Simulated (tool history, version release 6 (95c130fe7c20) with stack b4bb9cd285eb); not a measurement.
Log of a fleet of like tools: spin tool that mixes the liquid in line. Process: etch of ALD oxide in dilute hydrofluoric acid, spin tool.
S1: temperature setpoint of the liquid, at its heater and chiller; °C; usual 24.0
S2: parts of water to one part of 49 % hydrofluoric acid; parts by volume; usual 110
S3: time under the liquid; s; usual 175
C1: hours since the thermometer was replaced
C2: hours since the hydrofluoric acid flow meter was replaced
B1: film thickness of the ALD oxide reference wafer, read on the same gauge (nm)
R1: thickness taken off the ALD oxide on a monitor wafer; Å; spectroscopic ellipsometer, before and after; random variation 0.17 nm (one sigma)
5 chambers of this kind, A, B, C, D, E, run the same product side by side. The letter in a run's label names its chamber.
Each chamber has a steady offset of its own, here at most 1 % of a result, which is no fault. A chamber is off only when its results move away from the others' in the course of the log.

run	hour	S1	S2	S3	C1	C2	B1	R1
1B	4.9	24.0	110	175	1953.5	786.8	49.990	207.05
# hour 8.3: chamber A: thermometer replaced
2A	11.1	24.0	110	175	2.9	659.4	49.987	202.40
3E	15.2	24.0	110	175	1107.6	1360.9	49.993	203.09
4C	18.8	24.0	110	175	525.3	960.8	50.032	202.85
5D	22.1	24.0	110	175	171.2	1692.9	50.000	205.90
6C	28.0	24.0	110	175	534.5	970.0	49.997	205.76
7B	33.4	24.0	110	105	1982.0	815.3	49.952	124.03
8E	37.5	24.0	110	105	1129.9	1383.2	50.028	122.95
9D	41.7	24.0	110	105	190.8	1712.5	50.007	122.03
10A	45.0	24.0	110	105	36.8	693.3	49.983	121.54
11E	48.3	24.0	110	105	1140.7	1394.0	49.988	123.96
12A	54.5	24.0	110	175	46.3	702.8	50.010	204.22
13D	60.4	24.0	110	175	209.5	1731.2	49.987	206.19
14C	64.5	24.0	110	175	571.0	1006.5	49.965	204.11
15B	69.2	24.0	110	175	2017.8	851.1	50.024	210.65
16D	74.4	24.0	165	175	223.5	1745.2	49.997	129.98
17B	80.5	24.0	165	175	2029.1	862.4	50.001	132.61
18C	85.4	24.0	165	175	591.9	1027.4	50.055	128.12
19A	88.1	24.0	165	175	79.9	736.4	50.014	127.24
20E	93.2	24.0	165	175	1185.6	1438.9	49.991	129.09
21E	98.1	24.0	110	175	1190.5	1443.8	50.001	203.75
22A	103.8	24.0	110	175	95.6	752.1	50.013	207.80
23B	109.4	24.0	130	115	2058.0	891.3	50.011	120.51
24D	112.2	24.0	130	115	261.3	1783.0	49.972	109.54
25C	116.9	24.0	130	115	623.4	1058.9	49.960	110.82
26A	122.6	24.0	130	115	114.4	770.9	50.003	109.84
27E	128.3	24.0	130	115	1220.7	1474.0	49.962	112.43
28C	134.5	24.0	110	175	641.0	1076.5	50.050	205.59
29B	139.5	24.0	110	175	2088.1	921.4	50.001	224.84
30D	143.2	19.5	110	210	292.3	1814.0	50.023	207.13

What goes on in this fleet: one chamber off, a drifting gauge, or nothing beyond the chambers' own small offsets? Name the chamber and the cause, if any.

Chamber B drifts away from the others.
Cause: hydrofluoric acid flow above the setpoint (%) = 8.83.
The log may not tell that from: liquid hotter than its thermometer reads (K).

Here are 4 candidates for chamber B's next run, each the usual settings with a change, their results left as question marks. Which one brings its results back in line with what the others give on the usual settings?
In line means no further than this from the other chambers' mean on the usual settings: R1 6.10 Å
31B-1	147.8	24.5	110	190				?
31B-2	147.8	25.0	110	175				?
31B-3	147.8	23.0	110	175				?
31B-4	147.8	24.0	120	175				?

The other chambers' mean on the usual settings: R1 204.96 Å
run	R1
31B-1	252.63
31B-2	237.31
31B-3	219.15
31B-4	206.71
31B-4 brings the chamber back in line.
